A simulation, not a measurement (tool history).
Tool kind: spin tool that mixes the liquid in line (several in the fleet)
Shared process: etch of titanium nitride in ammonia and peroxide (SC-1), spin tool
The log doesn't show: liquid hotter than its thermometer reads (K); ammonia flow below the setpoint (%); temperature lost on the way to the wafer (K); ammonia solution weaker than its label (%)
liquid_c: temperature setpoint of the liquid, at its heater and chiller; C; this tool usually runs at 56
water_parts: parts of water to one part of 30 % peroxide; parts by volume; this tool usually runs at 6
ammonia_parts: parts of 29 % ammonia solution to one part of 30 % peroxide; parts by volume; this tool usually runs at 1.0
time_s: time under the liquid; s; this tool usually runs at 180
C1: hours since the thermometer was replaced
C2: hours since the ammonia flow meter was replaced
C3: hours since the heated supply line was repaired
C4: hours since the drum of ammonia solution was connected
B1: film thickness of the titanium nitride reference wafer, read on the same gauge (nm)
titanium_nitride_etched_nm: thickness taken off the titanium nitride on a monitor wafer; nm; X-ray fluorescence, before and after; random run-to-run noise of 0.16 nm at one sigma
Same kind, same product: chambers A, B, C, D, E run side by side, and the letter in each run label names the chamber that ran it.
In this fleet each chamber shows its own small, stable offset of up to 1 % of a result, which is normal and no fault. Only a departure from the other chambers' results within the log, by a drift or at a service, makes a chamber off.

Run 1C, hour 2.4: usual settings; C1 199.7; C2 180.0; C3 682.5; C4 47.3; B1 90.014. Result: titanium_nitride_etched_nm 18.247 nm.
Run 2B, hour 4.7: usual settings; C1 1363.9; C2 2136.5; C3 1153.8; C4 21.0; B1 90.003. Result: titanium_nitride_etched_nm 18.473 nm.
Run 3A, hour 7.4: usual settings; C1 315.2; C2 84.6; C3 324.1; C4 1008.6; B1 90.017. Result: titanium_nitride_etched_nm 18.395 nm.
Run 4D, hour 12.0: usual settings; C1 1482.7; C2 1036.3; C3 602.0; C4 83.5; B1 90.006. Result: titanium_nitride_etched_nm 18.481 nm.
Run 5E, hour 16.6: usual settings; C1 1323.0; C2 1840.5; C3 1301.4; C4 799.8; B1 90.005. Result: titanium_nitride_etched_nm 18.612 nm.
Run 6A, hour 18.9: usual settings; C1 326.7; C2 96.1; C3 335.6; C4 1020.1; B1 89.984. Result: titanium_nitride_etched_nm 18.238 nm.
Run 7D, hour 21.2: usual settings but ammonia_parts 0.8 parts by volume; C1 1491.9; C2 1045.5; C3 611.2; C4 92.7; B1 89.990. Result: titanium_nitride_etched_nm 17.597 nm.
Run 8E, hour 25.4: usual settings but ammonia_parts 0.8 parts by volume; C1 1331.8; C2 1849.3; C3 1310.2; C4 808.6; B1 90.008. Result: titanium_nitride_etched_nm 17.956 nm.
Run 9B, hour 29.4: usual settings but ammonia_parts 0.8 parts by volume; C1 1388.6; C2 2161.2; C3 1178.5; C4 45.7; B1 90.032. Result: titanium_nitride_etched_nm 17.740 nm.
Run 10C, hour 31.9: usual settings but ammonia_parts 0.8 parts by volume; C1 229.2; C2 209.5; C3 712.0; C4 76.8; B1 90.014. Result: titanium_nitride_etched_nm 17.883 nm.
Run 11A, hour 34.9: usual settings but ammonia_parts 0.8 parts by volume; C1 342.7; C2 112.1; C3 351.6; C4 1036.1; B1 90.024. Result: titanium_nitride_etched_nm 17.701 nm.
Run 12C, hour 38.0: usual settings; C1 235.3; C2 215.6; C3 718.1; C4 82.9; B1 90.041. Result: titanium_nitride_etched_nm 18.261 nm.
Run 13B, hour 42.2: usual settings; C1 1401.4; C2 2174.0; C3 1191.3; C4 58.5; B1 90.027. Result: titanium_nitride_etched_nm 18.102 nm.
Run 14D, hour 46.5: usual settings; C1 1517.2; C2 1070.8; C3 636.5; C4 118.0; B1 89.964. Result: titanium_nitride_etched_nm 18.084 nm.
Run 15E, hour 50.7: usual settings; C1 1357.1; C2 1874.6; C3 1335.5; C4 833.9; B1 89.987. Result: titanium_nitride_etched_nm 18.137 nm.
Run 16D, hour 53.2: usual settings; C1 1523.9; C2 1077.5; C3 643.2; C4 124.7; B1 90.002. Result: titanium_nitride_etched_nm 18.487 nm.
Run 17B, hour 57.1: usual settings but liquid_c 48 C, ammonia_parts 1.2 parts by volume; C1 1416.3; C2 2188.9; C3 1206.2; C4 73.4; B1 89.965. Result: titanium_nitride_etched_nm 10.790 nm.
Run 18C, hour 61.4: usual settings but liquid_c 48 C, ammonia_parts 1.2 parts by volume; C1 258.7; C2 239.0; C3 741.5; C4 106.3; B1 90.020. Result: titanium_nitride_etched_nm 10.770 nm.
Run 19A, hour 65.7: usual settings but liquid_c 48 C, ammonia_parts 1.2 parts by volume; C1 373.5; C2 142.9; C3 382.4; C4 1066.9; B1 90.027. Result: titanium_nitride_etched_nm 10.659 nm.
Run 20E, hour 69.3: usual settings but liquid_c 48 C, ammonia_parts 1.2 parts by volume; C1 1375.7; C2 1893.2; C3 1354.1; C4 852.5; B1 90.022. Result: titanium_nitride_etched_nm 10.609 nm.
Run 21A, hour 72.8: usual settings but liquid_c 48 C, ammonia_parts 1.2 parts by volume; C1 380.6; C2 150.0; C3 389.5; C4 1074.0; B1 90.003. Result: titanium_nitride_etched_nm 10.623 nm.
Run 22B, hour 77.1: usual settings; C1 1436.3; C2 2208.9; C3 1226.2; C4 93.4; B1 90.005. Result: titanium_nitride_etched_nm 18.725 nm.
At hour 80.9: chamber E: new drum of ammonia solution connected.
Run 23C, hour 81.3: usual settings; C1 278.6; C2 258.9; C3 761.4; C4 126.2; B1 90.007. Result: titanium_nitride_etched_nm 18.346 nm.
Run 24D, hour 85.7: usual settings; C1 1556.4; C2 1110.0; C3 675.7; C4 157.2; B1 89.995. Result: titanium_nitride_etched_nm 18.099 nm.
Run 25E, hour 88.0: usual settings; C1 1394.4; C2 1911.9; C3 1372.8; C4 7.2; B1 90.006. Result: titanium_nitride_etched_nm 17.657 nm.
Run 26E, hour 90.8: usual settings; C1 1397.2; C2 1914.7; C3 1375.6; C4 10.0; B1 89.998. Result: titanium_nitride_etched_nm 17.719 nm.
Run 27B, hour 94.9: usual settings; C1 1454.1; C2 2226.7; C3 1244.0; C4 111.2; B1 89.980. Result: titanium_nitride_etched_nm 18.377 nm.
Run 28A, hour 97.3: usual settings; C1 405.1; C2 174.5; C3 414.0; C4 1098.5; B1 89.965. Result: titanium_nitride_etched_nm 18.041 nm.
At hour 100.5: chamber D: new drum of ammonia solution connected.
Run 29D, hour 101.7: usual settings; C1 1572.4; C2 1126.0; C3 691.7; C4 1.2; B1 89.998. Result: titanium_nitride_etched_nm 18.418 nm.
Run 30C, hour 103.9: usual settings; C1 301.2; C2 281.5; C3 784.0; C4 148.8; B1 89.986. Result: titanium_nitride_etched_nm 18.593 nm.
Run 31A, hour 106.5: usual settings; C1 414.3; C2 183.7; C3 423.2; C4 1107.7; B1 90.003. Result: titanium_nitride_etched_nm 18.505 nm.
Run 32E, hour 109.7: usual settings; C1 1416.1; C2 1933.6; C3 1394.5; C4 28.9; B1 89.988. Result: titanium_nitride_etched_nm 17.362 nm.

Decide between three cases: one chamber stands off from its peers, the gauge reading all wafers drifts, or nothing is wrong past each chamber's small offset. Where a chamber is off, say which and what most likely put it there.

One chamber, E, drifts off from the rest bit by bit.
Likeliest cause: temperature lost on the way to the wafer (K) = 0.853.
The log may not tell that from: liquid colder than its thermometer reads (K).

Below are 4 candidate recipes for chamber E's next run, each the usual settings with a change, their results shown as question marks. Which of them brings E's results back in line with what the other chambers give on the usual settings?
Counts as in line when no further than this from what the other chambers average on the usual settings: titanium_nitride_etched_nm 0.570 nm
Run 33E-1, hour 113.2: usual settings but time_s 170 s. Result: titanium_nitride_etched_nm ?.
Run 33E-2, hour 113.2: usual settings but liquid_c 57.0 C, time_s 190 s. Result: titanium_nitride_etched_nm ?.
Run 33E-3, hour 113.2: usual settings but liquid_c 56.5 C, time_s 185 s. Result: titanium_nitride_etched_nm ?.
Run 33E-4, hour 113.2: usual settings but time_s 160 s. Result: titanium_nitride_etched_nm ?.

Other chambers, usual settings, mean: titanium_nitride_etched_nm 18.287 nm
  run  titanium_nitride_etched_nm
33E-1                      16.478
33E-2                      19.686
33E-3                      18.547
33E-4                      15.509
The answer is 33E-3, which returns the chamber to within the allowed miss of the others.
